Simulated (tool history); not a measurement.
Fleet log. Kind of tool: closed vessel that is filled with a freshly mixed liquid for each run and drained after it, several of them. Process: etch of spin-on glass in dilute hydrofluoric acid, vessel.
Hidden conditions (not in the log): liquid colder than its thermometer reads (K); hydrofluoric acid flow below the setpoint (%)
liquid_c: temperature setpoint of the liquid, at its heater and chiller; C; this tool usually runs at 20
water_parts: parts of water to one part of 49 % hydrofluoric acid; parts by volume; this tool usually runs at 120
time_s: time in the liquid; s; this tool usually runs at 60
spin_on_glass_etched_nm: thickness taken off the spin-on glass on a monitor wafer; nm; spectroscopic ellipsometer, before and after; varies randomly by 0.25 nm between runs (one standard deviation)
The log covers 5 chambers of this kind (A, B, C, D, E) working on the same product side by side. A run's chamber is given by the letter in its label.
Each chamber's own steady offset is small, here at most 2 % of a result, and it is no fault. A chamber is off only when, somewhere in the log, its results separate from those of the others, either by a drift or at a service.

| run | day | liquid_c | water_parts | time_s | hours since the thermometer was replaced | hours since the hydrofluoric acid flow meter was replaced | read-back film thickness of the spin-on glass reference wafer, read on the same gauge (nm) | spin_on_glass_etched_nm |
|---|---|---|---|---|---|---|---|---|
| 1A | 0.462 | 20 | 120 | 60 | 768.4 | 211.1 | 30 | 28.38 |
| 2B | 0.742 | 20 | 120 | 60 | 1133.6 | 149.5 | 30.001 | 27.983 |
| 3C | 1 | 20 | 120 | 60 | 554.9 | 1296.4 | 29.999 | 27.872 |
| 4E | 1.475 | 20 | 120 | 60 | 2818.7 | 522.7 | 30.031 | 27.302 |
| 5D | 1.75 | 20 | 120 | 60 | 439.5 | 813.9 | 29.985 | 28.678 |
| 6D | 2.217 | 20 | 120 | 60 | 450.7 | 825.1 | 29.998 | 28.036 |
| 7B | 2.696 | 20 | 120 | 60 | 1180.5 | 196.4 | 30.002 | 28.174 |
| 8C | 3.146 | 20 | 120 | 60 | 606.4 | 1347.9 | 30.005 | 28.538 |
| 9E | 3.375 | 20 | 120 | 60 | 2864.3 | 568.3 | 29.993 | 27.053 |
| 10A | 3.592 | 20 | 120 | 80 | 843.5 | 286.2 | 29.989 | 37.112 |
| 11E | 3.829 | 20 | 120 | 80 | 2875.2 | 579.2 | 30.025 | 35.63 |
| 12D | 4.221 | 20 | 120 | 80 | 498.8 | 873.2 | 30.013 | 37.528 |
|  | 4.425 | chamber E: thermometer replaced |
| 13A | 4.554 | 20 | 120 | 80 | 866.6 | 309.3 | 30.006 | 37.273 |
| 14C | 4.804 | 20 | 120 | 80 | 646.2 | 1387.7 | 30 | 37.375 |
| 15B | 5.054 | 20 | 120 | 70 | 1237.1 | 253 | 30 | 33.02 |
| 16C | 5.388 | 20 | 120 | 70 | 660.2 | 1401.7 | 29.993 | 32.886 |
| 17D | 5.75 | 20 | 120 | 70 | 535.5 | 909.9 | 30 | 33.215 |
| 18A | 6.175 | 20 | 120 | 70 | 905.5 | 348.2 | 29.997 | 32.606 |
| 19E | 6.621 | 20 | 120 | 70 | 52.8 | 646.2 | 30.023 | 30.618 |
| 20B | 7.038 | 20 | 120 | 60 | 1284.7 | 300.6 | 29.997 | 27.733 |
|  | 7.096 | chamber D: hydrofluoric acid flow meter replaced |
| 21B | 7.496 | 20 | 120 | 60 | 1295.7 | 311.6 | 30.005 | 28.572 |
| 22C | 7.817 | 20 | 120 | 60 | 718.5 | 1460 | 29.998 | 28.293 |
|  | 8.183 | chamber B: thermometer replaced |
| 23D | 8.267 | 20 | 120 | 60 | 595.9 | 28.2 | 30.01 | 27.945 |
| 24A | 8.508 | 20 | 120 | 60 | 961.5 | 404.2 | 30.005 | 28.349 |
| 25E | 8.729 | 20 | 120 | 60 | 103.4 | 696.8 | 30.004 | 25.433 |
| 26D | 9.021 | 20 | 120 | 60 | 614 | 46.3 | 30.004 | 27.895 |
| 27A | 9.375 | 20 | 120 | 60 | 982.3 | 425 | 30.01 | 27.646 |
| 28E | 9.717 | 20 | 120 | 60 | 127.1 | 720.5 | 29.989 | 25.254 |
| 29B | 10.204 | 20 | 120 | 60 | 48.6 | 376.6 | 30.007 | 28.197 |
| 30C | 10.683 | 20 | 120 | 60 | 787.3 | 1528.8 | 29.993 | 27.944 |
| 31A | 10.942 | 20 | 120 | 60 | 1019.9 | 462.6 | 30.004 | 27.924 |
| 32E | 11.292 | 20 | 120 | 60 | 164.9 | 758.3 | 29.988 | 24.636 |
| 33D | 11.692 | 22.5 | 120 | 95 | 678.1 | 110.4 | 29.994 | 49.409 |

Does one chamber stand apart from the rest, does the shared gauge drift, or is all well apart from small per-chamber offsets? Give the chamber and the most likely cause, where there is one.

One chamber, E, drifts off from the rest bit by bit.
Most likely cause: hydrofluoric acid flow below the setpoint (%) = 10.6.

Here are 4 candidates for chamber E's next run, each the usual settings with a change, their results left as question marks. Which one brings its results back in line with what the others give on the usual settings?
In line means no further than this from the other chambers' mean on the usual settings: spin_on_glass_etched_nm 0.87 nm
| 34E-1 | 12.042 | 20 | 105 | 60 |  |  |  | ? |
| 34E-2 | 12.042 | 20 | 125 | 60 |  |  |  | ? |
| 34E-3 | 12.042 | 20 | 135 | 60 |  |  |  | ? |
| 34E-4 | 12.042 | 20 | 115 | 60 |  |  |  | ? |

Mean of the other chambers on the usual settings: spin_on_glass_etched_nm 28.096 nm
| run | spin_on_glass_etched_nm |
|---|---|
| 34E-1 | 28.253 |
| 34E-2 | 23.242 |
| 34E-3 | 21.298 |
| 34E-4 | 25.529 |
With 34E-1, the chamber falls back in line with the rest.

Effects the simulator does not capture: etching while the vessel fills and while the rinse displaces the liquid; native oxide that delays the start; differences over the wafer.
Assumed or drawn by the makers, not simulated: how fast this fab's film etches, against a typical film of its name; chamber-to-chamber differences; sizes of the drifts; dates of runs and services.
